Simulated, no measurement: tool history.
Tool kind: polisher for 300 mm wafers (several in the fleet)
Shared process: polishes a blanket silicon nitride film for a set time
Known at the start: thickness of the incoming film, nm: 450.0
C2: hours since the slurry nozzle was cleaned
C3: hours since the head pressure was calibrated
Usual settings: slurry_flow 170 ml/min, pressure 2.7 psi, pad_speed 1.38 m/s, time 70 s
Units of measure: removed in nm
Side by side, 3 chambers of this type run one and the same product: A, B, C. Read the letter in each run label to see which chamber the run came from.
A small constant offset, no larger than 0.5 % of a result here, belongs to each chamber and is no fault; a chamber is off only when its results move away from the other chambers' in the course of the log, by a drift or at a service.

run 1B hour=2.8 | slurry_flow=170 pressure=2.7 pad_speed=1.38 time=70 | wafers_polished_on_this_pad=757 C2=92.6 C3=280.8 | removed=105.25
run 2A hour=6.2 | slurry_flow=170 pressure=2.7 pad_speed=1.38 time=70 | wafers_polished_on_this_pad=483 C2=529 C3=666.9 | removed=105.05
run 3C hour=10.6 | slurry_flow=170 pressure=2.7 pad_speed=1.38 time=70 | wafers_polished_on_this_pad=472 C2=296.8 C3=264.1 | removed=104.97
run 4C hour=14.4 | slurry_flow=170 pressure=2.7 pad_speed=1.38 time=70 | wafers_polished_on_this_pad=495 C2=300.6 C3=267.9 | removed=103.47
-- hour=18.7 chamber C: worn pad replaced by a new one
run 5B hour=19.1 | slurry_flow=170 pressure=2.7 pad_speed=1.38 time=70 | wafers_polished_on_this_pad=857 C2=108.9 C3=297.1 | removed=103.75
run 6A hour=21.6 | slurry_flow=170 pressure=2.7 pad_speed=1.38 time=70 | wafers_polished_on_this_pad=578 C2=544.4 C3=682.3 | removed=105.05
run 7B hour=26.7 | slurry_flow=170 pressure=2.7 pad_speed=1.38 time=70 | wafers_polished_on_this_pad=904 C2=116.5 C3=304.7 | removed=103.7
run 8C hour=30.9 | slurry_flow=170 pressure=2.7 pad_speed=1.38 time=70 | wafers_polished_on_this_pad=75 C2=317.1 C3=284.4 | removed=105.12
run 9A hour=34.5 | slurry_flow=170 pressure=2.7 pad_speed=1.38 time=91 | wafers_polished_on_this_pad=657 C2=557.3 C3=695.2 | removed=136.61
run 10B hour=38.4 | slurry_flow=170 pressure=2.7 pad_speed=1.38 time=91 | wafers_polished_on_this_pad=976 C2=128.2 C3=316.4 | removed=135.2
run 11A hour=42.8 | slurry_flow=170 pressure=2.7 pad_speed=1.38 time=91 | wafers_polished_on_this_pad=708 C2=565.6 C3=703.5 | removed=134.84
run 12C hour=48.2 | slurry_flow=170 pressure=2.7 pad_speed=1.38 time=70 | wafers_polished_on_this_pad=181 C2=334.4 C3=301.7 | removed=105.33
run 13B hour=50.7 | slurry_flow=170 pressure=2.7 pad_speed=1.38 time=70 | wafers_polished_on_this_pad=1052 C2=140.5 C3=328.7 | removed=104.52
run 14A hour=55.6 | slurry_flow=170 pressure=2.7 pad_speed=1.38 time=70 | wafers_polished_on_this_pad=787 C2=578.4 C3=716.3 | removed=104.7
-- hour=58.5 chamber B: worn pad replaced by a new one
run 15C hour=58.6 | slurry_flow=170 pressure=3 pad_speed=1.04 time=70 | wafers_polished_on_this_pad=245 C2=344.8 C3=312.1 | removed=93.656
run 16A hour=62.1 | slurry_flow=170 pressure=3 pad_speed=1.04 time=70 | wafers_polished_on_this_pad=827 C2=584.9 C3=722.8 | removed=92.991
run 17B hour=66.8 | slurry_flow=170 pressure=3 pad_speed=1.04 time=70 | wafers_polished_on_this_pad=51 C2=156.6 C3=344.8 | removed=92.021
run 18C hour=72.1 | slurry_flow=225 pressure=2.4 pad_speed=1.38 time=70 | wafers_polished_on_this_pad=328 C2=358.3 C3=325.6 | removed=97.543
run 19B hour=76.4 | slurry_flow=225 pressure=2.4 pad_speed=1.38 time=70 | wafers_polished_on_this_pad=110 C2=166.2 C3=354.4 | removed=94.997
run 20C hour=80.8 | slurry_flow=225 pressure=2.4 pad_speed=1.38 time=70 | wafers_polished_on_this_pad=382 C2=367 C3=334.3 | removed=95.882
run 21A hour=84.2 | slurry_flow=170 pressure=2.7 pad_speed=1.38 time=70 | wafers_polished_on_this_pad=963 C2=607 C3=744.9 | removed=105.85
run 22B hour=89.3 | slurry_flow=170 pressure=2.7 pad_speed=1.38 time=70 | wafers_polished_on_this_pad=189 C2=179.1 C3=367.3 | removed=103.59
run 23C hour=92.7 | slurry_flow=170 pressure=2.7 pad_speed=1.38 time=70 | wafers_polished_on_this_pad=455 C2=378.9 C3=346.2 | removed=103.2
run 24A hour=96.7 | slurry_flow=170 pressure=3.2 pad_speed=1.38 time=57 | wafers_polished_on_this_pad=1040 C2=619.5 C3=757.4 | removed=101.26
-- hour=99.4 chamber C: worn pad replaced by a new one
run 25A hour=101.6 | slurry_flow=170 pressure=3.2 pad_speed=1.38 time=57 | wafers_polished_on_this_pad=1070 C2=624.4 C3=762.3 | removed=100.2
run 26C hour=106 | slurry_flow=170 pressure=3.2 pad_speed=1.38 time=57 | wafers_polished_on_this_pad=40 C2=392.2 C3=359.5 | removed=100.68
run 27B hour=109.7 | slurry_flow=170 pressure=2.7 pad_speed=1.38 time=70 | wafers_polished_on_this_pad=315 C2=199.5 C3=387.7 | removed=105.34
run 28A hour=113.6 | slurry_flow=170 pressure=2.7 pad_speed=1.38 time=70 | wafers_polished_on_this_pad=1143 C2=636.4 C3=774.3 | removed=106.28
run 29B hour=118.3 | slurry_flow=170 pressure=2.7 pad_speed=1.38 time=70 | wafers_polished_on_this_pad=367 C2=208.1 C3=396.3 | removed=104.3
-- hour=122.7 chamber A: slurry nozzle cleaned
run 30C hour=123.2 | slurry_flow=170 pressure=2.7 pad_speed=1.38 time=70 | wafers_polished_on_this_pad=146 C2=409.4 C3=376.7 | removed=104.62
run 31A hour=126.4 | slurry_flow=150 pressure=3.1 pad_speed=1.38 time=70 | wafers_polished_on_this_pad=1222 C2=3.8 C3=787.1 | removed=117.05
run 32B hour=131.5 | slurry_flow=150 pressure=3.1 pad_speed=1.38 time=70 | wafers_polished_on_this_pad=449 C2=221.3 C3=409.5 | removed=115.42
-- hour=132.7 chamber A: head pressure recalibrated
run 33C hour=134 | slurry_flow=150 pressure=3.1 pad_speed=1.38 time=70 | wafers_polished_on_this_pad=212 C2=420.2 C3=387.5 | removed=116.88
run 34A hour=136.7 | slurry_flow=170 pressure=2.7 pad_speed=1.38 time=70 | wafers_polished_on_this_pad=1286 C2=14.1 C3=4 | removed=105.33
-- hour=138.7 chamber A: worn pad replaced by a new one
run 35C hour=139.3 | slurry_flow=170 pressure=2.7 pad_speed=1.38 time=70 | wafers_polished_on_this_pad=245 C2=425.5 C3=392.8 | removed=103.16
run 36B hour=142.5 | slurry_flow=170 pressure=2.7 pad_speed=1.38 time=70 | wafers_polished_on_this_pad=516 C2=232.3 C3=420.5 | removed=104.2
run 37C hour=146.7 | slurry_flow=170 pressure=2.7 pad_speed=1.38 time=70 | wafers_polished_on_this_pad=291 C2=432.9 C3=400.2 | removed=103.19
run 38A hour=150 | slurry_flow=170 pressure=2.7 pad_speed=1.38 time=70 | wafers_polished_on_this_pad=69 C2=27.4 C3=17.3 | removed=105.35
-- hour=152.9 chamber B: slurry nozzle cleaned
run 39B hour=155.2 | slurry_flow=170 pressure=2.7 pad_speed=1.38 time=70 | wafers_polished_on_this_pad=594 C2=2.4 C3=433.2 | removed=103.71
run 40A hour=159.7 | slurry_flow=170 pressure=2.7 pad_speed=1.38 time=70 | wafers_polished_on_this_pad=129 C2=37.1 C3=27 | removed=104.24
run 41B hour=163.2 | slurry_flow=135 pressure=2.1 pad_speed=1.38 time=70 | wafers_polished_on_this_pad=644 C2=10.4 C3=441.2 | removed=77.694
run 42C hour=166.5 | slurry_flow=135 pressure=2.1 pad_speed=1.38 time=70 | wafers_polished_on_this_pad=412 C2=452.7 C3=420 | removed=77.289

Is one chamber off against the others, does the gauge drift, or is nothing wrong? If a chamber is off, say which, and what the likeliest cause is.

The fleet is healthy, with each chamber sitting at its usual small offset and no drift in the gauge.

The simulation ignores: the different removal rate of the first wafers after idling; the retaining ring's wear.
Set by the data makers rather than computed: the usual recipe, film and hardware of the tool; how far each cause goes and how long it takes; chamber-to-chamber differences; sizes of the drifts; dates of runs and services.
